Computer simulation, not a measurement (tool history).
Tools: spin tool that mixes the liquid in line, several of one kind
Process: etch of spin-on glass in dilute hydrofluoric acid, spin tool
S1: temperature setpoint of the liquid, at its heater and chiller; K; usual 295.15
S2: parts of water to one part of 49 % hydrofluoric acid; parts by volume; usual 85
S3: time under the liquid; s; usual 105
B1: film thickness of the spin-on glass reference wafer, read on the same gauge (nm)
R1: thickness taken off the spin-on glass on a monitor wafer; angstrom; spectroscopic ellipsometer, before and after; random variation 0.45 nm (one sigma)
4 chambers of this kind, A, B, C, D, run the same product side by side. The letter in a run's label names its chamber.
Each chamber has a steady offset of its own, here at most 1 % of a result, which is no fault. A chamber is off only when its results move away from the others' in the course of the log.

run,hour,S1,S2,S3,B1,R1
1B,8.3,295.15,85,105,149.97,497.88
2A,12.2,295.15,85,105,150.02,505.75
3D,19.8,295.15,85,105,149.99,498.13
4C,25.2,295.15,85,105,150.05,503.75
5C,29,295.15,85,105,150.01,504.46
# hour 29.5: chamber B: hydrofluoric acid flow meter replaced
6B,36.9,295.15,85,105,149.99,503.73
7D,45.2,295.15,85,55,150,261.77
8A,50.6,295.15,85,55,149.97,260.56
9C,57.4,295.15,85,55,149.98,261.56
10A,63.4,295.15,85,55,150.02,262.62
11D,67.4,295.15,85,105,149.99,509.91
12B,74.4,295.15,85,105,150,500.76
13A,80.7,295.15,85,105,150.02,501.92
14B,86.6,295.15,85,105,150,504.65
15C,93.1,295.15,110,105,149.98,381.84
16D,97.5,295.15,110,105,149.98,377.56
17D,101.3,295.15,110,105,150,376.67
18C,109.1,295.15,110,105,150,381.88
19B,114.4,291.15,100,105,149.98,355.36
20A,120,291.15,100,105,150,351.26
21C,124.4,291.15,100,105,149.99,357.86
22B,130.9,291.15,100,105,149.96,359.51
23A,136.5,296.65,55,105,150.03,867.02
24D,142.9,296.65,55,105,149.98,871.49
25C,146.8,296.65,55,105,150.04,855.72
26D,154.1,296.65,55,105,149.98,865.81
27A,162.6,295.15,85,105,149.95,504.23
28B,167,295.15,85,105,149.98,501.79
29C,171.1,292.65,120,105,150,312.83

Next, every chamber runs the same settings. What will each give?
30A,177.3,295.15,85,105,,?
30B,177.3,295.15,85,105,,?
30C,177.3,295.15,85,105,,?
30D,177.3,295.15,85,105,,?

run,R1
30A,507.63
30B,502.52
30C,502.94
30D,508.08

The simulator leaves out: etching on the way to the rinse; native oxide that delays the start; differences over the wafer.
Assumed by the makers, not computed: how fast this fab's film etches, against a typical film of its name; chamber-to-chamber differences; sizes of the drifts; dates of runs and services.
